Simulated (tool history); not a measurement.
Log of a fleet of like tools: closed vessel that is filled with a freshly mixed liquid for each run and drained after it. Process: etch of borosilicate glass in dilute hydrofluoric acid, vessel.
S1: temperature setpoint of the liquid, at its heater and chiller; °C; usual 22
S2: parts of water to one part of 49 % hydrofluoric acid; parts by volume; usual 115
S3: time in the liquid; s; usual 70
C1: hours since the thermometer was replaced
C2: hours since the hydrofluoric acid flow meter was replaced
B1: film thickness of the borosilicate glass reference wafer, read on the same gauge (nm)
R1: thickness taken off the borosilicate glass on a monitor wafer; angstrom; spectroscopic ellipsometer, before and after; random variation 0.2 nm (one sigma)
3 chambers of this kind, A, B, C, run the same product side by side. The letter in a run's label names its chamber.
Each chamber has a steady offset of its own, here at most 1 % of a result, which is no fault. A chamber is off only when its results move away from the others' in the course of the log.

| run | hour | S1 | S2 | S3 | C1 | C2 | B1 | R1 |
|---|---|---|---|---|---|---|---|---|
| 1B | 14.3 | 22 | 115 | 70 | 1073.7 | 542.2 | 50.032 | 220.3 |
|  | 14.8 | chamber A: thermometer replaced |
| 2C | 25.9 | 22 | 115 | 70 | 1744 | 495.3 | 50.031 | 225.27 |
| 3A | 37.6 | 22 | 115 | 70 | 22.8 | 133.8 | 50.01 | 223.67 |
| 4B | 48.5 | 22 | 115 | 70 | 1107.9 | 576.4 | 50.009 | 226.48 |
| 5A | 64.1 | 22 | 115 | 70 | 49.3 | 160.3 | 49.982 | 225.6 |
| 6C | 79.2 | 22 | 115 | 70 | 1797.3 | 548.6 | 50.018 | 223.48 |
| 7B | 89.2 | 22 | 115 | 70 | 1148.6 | 617.1 | 49.994 | 222.53 |
| 8C | 101.7 | 22 | 115 | 70 | 1819.8 | 571.1 | 50.001 | 223.69 |
| 9A | 110.2 | 22 | 115 | 70 | 95.4 | 206.4 | 50.006 | 221.32 |
| 10A | 124.6 | 22 | 115 | 70 | 109.8 | 220.8 | 50.015 | 224.1 |
| 11C | 133.5 | 25 | 85 | 70 | 1851.6 | 602.9 | 49.982 | 355.06 |
| 12B | 147.9 | 25 | 85 | 70 | 1207.3 | 675.8 | 50.007 | 350.95 |
| 13B | 159.3 | 25 | 85 | 70 | 1218.7 | 687.2 | 49.993 | 356.86 |
| 14A | 170.9 | 22 | 115 | 70 | 156.1 | 267.1 | 49.991 | 227.24 |
| 15C | 181.7 | 22 | 115 | 70 | 1899.8 | 651.1 | 49.997 | 226.74 |
| 16C | 196.9 | 22 | 115 | 70 | 1915 | 666.3 | 49.991 | 226.03 |
| 17A | 209.2 | 22 | 115 | 70 | 194.4 | 305.4 | 49.979 | 221.53 |
| 18B | 224.9 | 18 | 115 | 90 | 1284.3 | 752.8 | 50.031 | 246.29 |
| 19C | 233.9 | 18 | 115 | 90 | 1952 | 703.3 | 50.032 | 248.51 |
| 20A | 248.5 | 18 | 115 | 90 | 233.7 | 344.7 | 50.015 | 245.66 |
| 21B | 263.8 | 22 | 115 | 70 | 1323.2 | 791.7 | 49.986 | 222.09 |
| 22C | 277.5 | 22 | 115 | 70 | 1995.6 | 746.9 | 50.027 | 232.56 |
|  | 278 | chamber B: hydrofluoric acid flow meter replaced |
| 23B | 288.1 | 22 | 115 | 70 | 1347.5 | 10.2 | 49.998 | 222.5 |
| 24A | 299.1 | 24.5 | 115 | 110 | 284.3 | 395.3 | 50.01 | 386.32 |
| 25B | 311.3 | 24.5 | 115 | 110 | 1370.7 | 33.4 | 50.01 | 383.26 |
| 26C | 319.2 | 24.5 | 115 | 110 | 2037.3 | 788.6 | 49.997 | 406.33 |
| 27A | 330.2 | 22 | 115 | 70 | 315.4 | 426.4 | 49.994 | 222.81 |
|  | 335.6 | chamber C: thermometer replaced |
| 28B | 345 | 22 | 115 | 70 | 1404.4 | 67.1 | 49.996 | 225.83 |
| 29C | 358.5 | 22 | 115 | 70 | 22.9 | 827.9 | 50.011 | 238.74 |
| 30A | 365.3 | 22 | 115 | 70 | 350.5 | 461.5 | 50.003 | 223.85 |
| 31C | 377.7 | 22 | 115 | 70 | 42.1 | 847.1 | 50.007 | 238.54 |
| 32B | 389.9 | 22 | 115 | 70 | 1449.3 | 112 | 49.999 | 221.19 |
| 33A | 404.2 | 22 | 115 | 70 | 389.4 | 500.4 | 49.996 | 221.29 |
| 34C | 411.8 | 22 | 115 | 70 | 76.2 | 881.2 | 49.996 | 240.5 |
| 35B | 425.1 | 22 | 115 | 70 | 1484.5 | 147.2 | 50.006 | 219.37 |
| 36A | 436.5 | 22 | 115 | 70 | 421.7 | 532.7 | 49.987 | 225.11 |
| 37C | 449.3 | 22 | 115 | 70 | 113.7 | 918.7 | 49.983 | 234.24 |
| 38A | 461.3 | 22 | 115 | 70 | 446.5 | 557.5 | 49.999 | 226.42 |
| 39B | 477.1 | 22 | 115 | 70 | 1536.5 | 199.2 | 50.011 | 220.93 |
|  | 479.4 | chamber B: thermometer replaced |
| 40C | 488.9 | 22 | 115 | 70 | 153.3 | 958.3 | 49.997 | 239.64 |
| 41A | 501.8 | 22 | 115 | 70 | 487 | 598 | 49.991 | 229.5 |
| 42B | 515.6 | 25 | 135 | 70 | 36.3 | 237.7 | 49.998 | 208.61 |
| 43A | 528.9 | 25 | 135 | 70 | 514.1 | 625.1 | 49.986 | 209.64 |
| 44C | 541.1 | 25 | 135 | 70 | 205.5 | 1010.5 | 50.015 | 226.39 |

Is one chamber off against the others, does the gauge drift, or is nothing wrong? If a chamber is off, say which, and what the likeliest cause is.

Chamber C drifts away from the others.
Cause: hydrofluoric acid flow above the setpoint (%) = 7.23.

Here are 4 candidates for chamber C's next run, each the usual settings with a change, their results left as question marks. Which one brings its results back in line with what the others give on the usual settings?
In line means no further than this from the other chambers' mean on the usual settings: R1 7 angstrom
| 45C-1 | 552.4 | 18.5 | 115 | 70 |  |  |  | ? |
| 45C-2 | 552.4 | 24 | 115 | 70 |  |  |  | ? |
| 45C-3 | 552.4 | 21.5 | 115 | 65 |  |  |  | ? |
| 45C-4 | 552.4 | 22 | 115 | 80 |  |  |  | ? |

The other chambers' mean on the usual settings: R1 223.69 angstrom
| run | R1 |
|---|---|
| 45C-1 | 212.92 |
| 45C-2 | 265.08 |
| 45C-3 | 223.14 |
| 45C-4 | 280.11 |
45C-3 brings the chamber back in line.
